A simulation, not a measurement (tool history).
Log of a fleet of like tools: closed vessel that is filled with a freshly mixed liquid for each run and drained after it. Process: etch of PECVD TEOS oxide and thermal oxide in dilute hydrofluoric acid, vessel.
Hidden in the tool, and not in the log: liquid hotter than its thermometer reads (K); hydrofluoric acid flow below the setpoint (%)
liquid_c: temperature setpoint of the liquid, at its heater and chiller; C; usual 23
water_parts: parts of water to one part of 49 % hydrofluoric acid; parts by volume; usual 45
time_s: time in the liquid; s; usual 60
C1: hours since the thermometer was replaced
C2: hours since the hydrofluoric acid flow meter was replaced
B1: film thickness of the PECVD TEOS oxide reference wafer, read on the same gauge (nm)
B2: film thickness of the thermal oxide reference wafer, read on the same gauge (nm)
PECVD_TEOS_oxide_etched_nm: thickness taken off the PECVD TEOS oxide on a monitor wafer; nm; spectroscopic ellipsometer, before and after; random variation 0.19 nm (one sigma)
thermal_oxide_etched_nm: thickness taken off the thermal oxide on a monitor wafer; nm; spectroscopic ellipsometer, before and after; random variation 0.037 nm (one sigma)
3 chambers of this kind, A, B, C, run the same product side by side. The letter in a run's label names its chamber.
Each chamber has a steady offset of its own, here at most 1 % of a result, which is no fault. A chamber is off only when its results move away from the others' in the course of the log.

run 1C hour=4.1 | liquid_c=23 water_parts=45 time_s=60 | C1=162.9 C2=14.6 | B1=149.98 B2=69.923 | PECVD_TEOS_oxide_etched_nm=22.424 thermal_oxide_etched_nm=6.2277
run 2A hour=9 | liquid_c=23 water_parts=45 time_s=60 | C1=637.6 C2=1275.3 | B1=149.98 B2=70.02 | PECVD_TEOS_oxide_etched_nm=22.644 thermal_oxide_etched_nm=6.23
run 3B hour=13.4 | liquid_c=23 water_parts=45 time_s=60 | C1=876.9 C2=916.8 | B1=149.99 B2=69.991 | PECVD_TEOS_oxide_etched_nm=22.542 thermal_oxide_etched_nm=6.2707
run 4B hour=16.8 | liquid_c=23 water_parts=45 time_s=60 | C1=880.3 C2=920.2 | B1=149.99 B2=69.991 | PECVD_TEOS_oxide_etched_nm=22.523 thermal_oxide_etched_nm=6.3293
run 5A hour=20.9 | liquid_c=23 water_parts=45 time_s=60 | C1=649.5 C2=1287.2 | B1=149.97 B2=70.005 | PECVD_TEOS_oxide_etched_nm=22.758 thermal_oxide_etched_nm=6.1401
run 6C hour=24.8 | liquid_c=23 water_parts=45 time_s=60 | C1=183.6 C2=35.3 | B1=149.97 B2=70.007 | PECVD_TEOS_oxide_etched_nm=22.588 thermal_oxide_etched_nm=6.2016
run 7B hour=28.2 | liquid_c=23 water_parts=45 time_s=60 | C1=891.7 C2=931.6 | B1=150.01 B2=70.009 | PECVD_TEOS_oxide_etched_nm=22.699 thermal_oxide_etched_nm=6.197
run 8C hour=30.7 | liquid_c=23 water_parts=45 time_s=60 | C1=189.5 C2=41.2 | B1=150.03 B2=69.939 | PECVD_TEOS_oxide_etched_nm=22.329 thermal_oxide_etched_nm=6.1425
run 9A hour=33.6 | liquid_c=23 water_parts=45 time_s=60 | C1=662.2 C2=1299.9 | B1=150 B2=69.952 | PECVD_TEOS_oxide_etched_nm=22.216 thermal_oxide_etched_nm=6.2114
run 10B hour=38.8 | liquid_c=23 water_parts=45 time_s=60 | C1=902.3 C2=942.2 | B1=149.99 B2=70.028 | PECVD_TEOS_oxide_etched_nm=22.685 thermal_oxide_etched_nm=6.2154
run 11C hour=41.5 | liquid_c=23 water_parts=45 time_s=60 | C1=200.3 C2=52 | B1=149.99 B2=69.959 | PECVD_TEOS_oxide_etched_nm=22.558 thermal_oxide_etched_nm=6.1884
run 12A hour=44 | liquid_c=23 water_parts=45 time_s=45 | C1=672.6 C2=1310.3 | B1=150.01 B2=69.971 | PECVD_TEOS_oxide_etched_nm=17.046 thermal_oxide_etched_nm=4.656
run 13C hour=48.8 | liquid_c=23 water_parts=45 time_s=45 | C1=207.6 C2=59.3 | B1=149.99 B2=69.981 | PECVD_TEOS_oxide_etched_nm=16.761 thermal_oxide_etched_nm=4.6378
run 14B hour=54 | liquid_c=23 water_parts=45 time_s=45 | C1=917.5 C2=957.4 | B1=149.99 B2=70 | PECVD_TEOS_oxide_etched_nm=17.043 thermal_oxide_etched_nm=4.6645
run 15A hour=59.4 | liquid_c=23 water_parts=45 time_s=60 | C1=688 C2=1325.7 | B1=150.02 B2=69.978 | PECVD_TEOS_oxide_etched_nm=22.562 thermal_oxide_etched_nm=6.2004
run 16A hour=62.6 | liquid_c=23 water_parts=45 time_s=60 | C1=691.2 C2=1328.9 | B1=150.02 B2=69.997 | PECVD_TEOS_oxide_etched_nm=22.759 thermal_oxide_etched_nm=6.1944
run 17B hour=67.9 | liquid_c=23 water_parts=45 time_s=60 | C1=931.4 C2=971.3 | B1=149.99 B2=69.976 | PECVD_TEOS_oxide_etched_nm=22.779 thermal_oxide_etched_nm=6.2709
run 18C hour=72.3 | liquid_c=23 water_parts=45 time_s=60 | C1=231.1 C2=82.8 | B1=150 B2=69.941 | PECVD_TEOS_oxide_etched_nm=22.702 thermal_oxide_etched_nm=6.1344
run 19A hour=76.3 | liquid_c=23 water_parts=45 time_s=60 | C1=704.9 C2=1342.6 | B1=150.02 B2=70.008 | PECVD_TEOS_oxide_etched_nm=22.593 thermal_oxide_etched_nm=6.2277
run 20B hour=80.5 | liquid_c=23 water_parts=45 time_s=60 | C1=944 C2=983.9 | B1=150.01 B2=69.98 | PECVD_TEOS_oxide_etched_nm=22.197 thermal_oxide_etched_nm=6.1692
run 21C hour=84.4 | liquid_c=23 water_parts=45 time_s=60 | C1=243.2 C2=94.9 | B1=150.03 B2=70.044 | PECVD_TEOS_oxide_etched_nm=22.092 thermal_oxide_etched_nm=6.1943
run 22C hour=87.9 | liquid_c=23 water_parts=45 time_s=60 | C1=246.7 C2=98.4 | B1=150.01 B2=70.052 | PECVD_TEOS_oxide_etched_nm=22.722 thermal_oxide_etched_nm=6.1581
run 23B hour=93.1 | liquid_c=23 water_parts=45 time_s=60 | C1=956.6 C2=996.5 | B1=150.01 B2=70.01 | PECVD_TEOS_oxide_etched_nm=22.729 thermal_oxide_etched_nm=6.2414
run 24A hour=98.5 | liquid_c=23 water_parts=45 time_s=60 | C1=727.1 C2=1364.8 | B1=149.98 B2=70.002 | PECVD_TEOS_oxide_etched_nm=22.107 thermal_oxide_etched_nm=6.2093
run 25A hour=101.6 | liquid_c=23 water_parts=45 time_s=60 | C1=730.2 C2=1367.9 | B1=149.99 B2=69.999 | PECVD_TEOS_oxide_etched_nm=22.571 thermal_oxide_etched_nm=6.2155
run 26C hour=104.2 | liquid_c=23 water_parts=55 time_s=85 | C1=263 C2=114.7 | B1=149.99 B2=70.053 | PECVD_TEOS_oxide_etched_nm=26 thermal_oxide_etched_nm=7.0793
run 27B hour=107.4 | liquid_c=23 water_parts=55 time_s=85 | C1=970.9 C2=1010.8 | B1=150.01 B2=70.032 | PECVD_TEOS_oxide_etched_nm=25.984 thermal_oxide_etched_nm=7.175

What goes on in this fleet: one chamber off, a drifting gauge, or nothing beyond the chambers' own small offsets? Name the chamber and the cause, if any.

No chamber stands off beyond its own small offset, and the gauge holds steady.

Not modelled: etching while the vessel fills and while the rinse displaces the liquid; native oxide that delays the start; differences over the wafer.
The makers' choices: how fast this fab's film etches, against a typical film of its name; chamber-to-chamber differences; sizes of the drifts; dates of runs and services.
